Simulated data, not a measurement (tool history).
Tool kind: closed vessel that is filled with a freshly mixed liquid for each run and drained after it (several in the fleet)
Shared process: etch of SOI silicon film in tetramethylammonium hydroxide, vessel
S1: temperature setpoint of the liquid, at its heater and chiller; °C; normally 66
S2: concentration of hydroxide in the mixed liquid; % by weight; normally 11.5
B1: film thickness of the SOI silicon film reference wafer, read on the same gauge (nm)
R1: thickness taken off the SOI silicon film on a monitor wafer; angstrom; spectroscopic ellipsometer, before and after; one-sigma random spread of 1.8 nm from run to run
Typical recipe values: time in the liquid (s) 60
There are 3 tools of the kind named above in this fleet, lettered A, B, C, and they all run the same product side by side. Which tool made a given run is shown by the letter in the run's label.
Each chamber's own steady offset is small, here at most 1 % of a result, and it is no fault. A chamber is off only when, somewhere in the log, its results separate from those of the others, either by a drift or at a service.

{"hour": 5.1, "done": "chamber B: thermometer replaced"}
{"run": "1B", "hour": 5.1, "S1": 66, "S2": 11.5, "time in the liquid (s)": 60, "B1": 129.98, "R1": 3278.2}
{"run": "2A", "hour": 11.2, "S1": 66, "S2": 11.5, "time in the liquid (s)": 60, "B1": 130.02, "R1": 3316.3}
{"run": "3C", "hour": 16.2, "S1": 66, "S2": 11.5, "time in the liquid (s)": 60, "B1": 129.99, "R1": 3297.2}
{"run": "4B", "hour": 24.0, "S1": 66, "S2": 11.5, "time in the liquid (s)": 60, "B1": 130.01, "R1": 3306.9}
{"run": "5A", "hour": 28.4, "S1": 66, "S2": 11.5, "time in the liquid (s)": 60, "B1": 129.99, "R1": 3322.6}
{"run": "6C", "hour": 32.8, "S1": 66, "S2": 11.5, "time in the liquid (s)": 60, "B1": 129.97, "R1": 3271.4}
{"run": "7A", "hour": 36.8, "S1": 66, "S2": 11.5, "time in the liquid (s)": 60, "B1": 130.01, "R1": 3316.4}
{"run": "8C", "hour": 44.8, "S1": 66, "S2": 11.5, "time in the liquid (s)": 60, "B1": 129.98, "R1": 3265.8}
{"run": "9B", "hour": 49.2, "S1": 66, "S2": 11.5, "time in the liquid (s)": 60, "B1": 130.01, "R1": 3314.5}
{"run": "10C", "hour": 54.0, "S1": 66, "S2": 11.5, "time in the liquid (s)": 60, "B1": 130, "R1": 3292.8}
{"run": "11B", "hour": 60.2, "S1": 66, "S2": 11.5, "time in the liquid (s)": 60, "B1": 130.03, "R1": 3325.6}
{"run": "12A", "hour": 65.6, "S1": 66, "S2": 11.5, "time in the liquid (s)": 60, "B1": 129.98, "R1": 3299.7}
{"run": "13A", "hour": 70.1, "S1": 66, "S2": 11.5, "time in the liquid (s)": 60, "B1": 129.97, "R1": 3303.1}
{"run": "14C", "hour": 75.0, "S1": 66, "S2": 11.5, "time in the liquid (s)": 60, "B1": 129.96, "R1": 3281.8}
{"run": "15B", "hour": 79.8, "S1": 66, "S2": 11.5, "time in the liquid (s)": 60, "B1": 130.01, "R1": 3295.6}
{"run": "16B", "hour": 85.8, "S1": 66, "S2": 11.5, "time in the liquid (s)": 60, "B1": 130, "R1": 3286.8}
{"run": "17C", "hour": 93.2, "S1": 66, "S2": 11.5, "time in the liquid (s)": 60, "B1": 130.04, "R1": 3288.3}
{"run": "18A", "hour": 100.9, "S1": 66, "S2": 11.5, "time in the liquid (s)": 60, "B1": 130.01, "R1": 3308.5}
{"run": "19C", "hour": 106.7, "S1": 66, "S2": 11.5, "time in the liquid (s)": 60, "B1": 129.99, "R1": 3278}
{"run": "20B", "hour": 113.9, "S1": 66, "S2": 11.5, "time in the liquid (s)": 60, "B1": 130.03, "R1": 3305.7}
{"run": "21A", "hour": 117.6, "S1": 66, "S2": 11.5, "time in the liquid (s)": 40, "B1": 130.02, "R1": 2183.5}
{"run": "22C", "hour": 125.0, "S1": 66, "S2": 11.5, "time in the liquid (s)": 40, "B1": 130.01, "R1": 2181.5}
{"run": "23A", "hour": 131.5, "S1": 66, "S2": 11.5, "time in the liquid (s)": 40, "B1": 130.01, "R1": 2197.9}
{"run": "24B", "hour": 139.5, "S1": 66, "S2": 11.5, "time in the liquid (s)": 60, "B1": 130, "R1": 3263}
{"run": "25A", "hour": 146.7, "S1": 66, "S2": 11.5, "time in the liquid (s)": 60, "B1": 130.01, "R1": 3310.7}
{"run": "26B", "hour": 152.3, "S1": 66, "S2": 11.5, "time in the liquid (s)": 60, "B1": 130, "R1": 3312.6}

Decide between three cases: one chamber stands off from its peers, the gauge reading all wafers drifts, or nothing is wrong past each chamber's small offset. Where a chamber is off, say which and what most likely put it there.

Beyond each chamber's small constant offset nothing stands out, and the gauge stays steady.
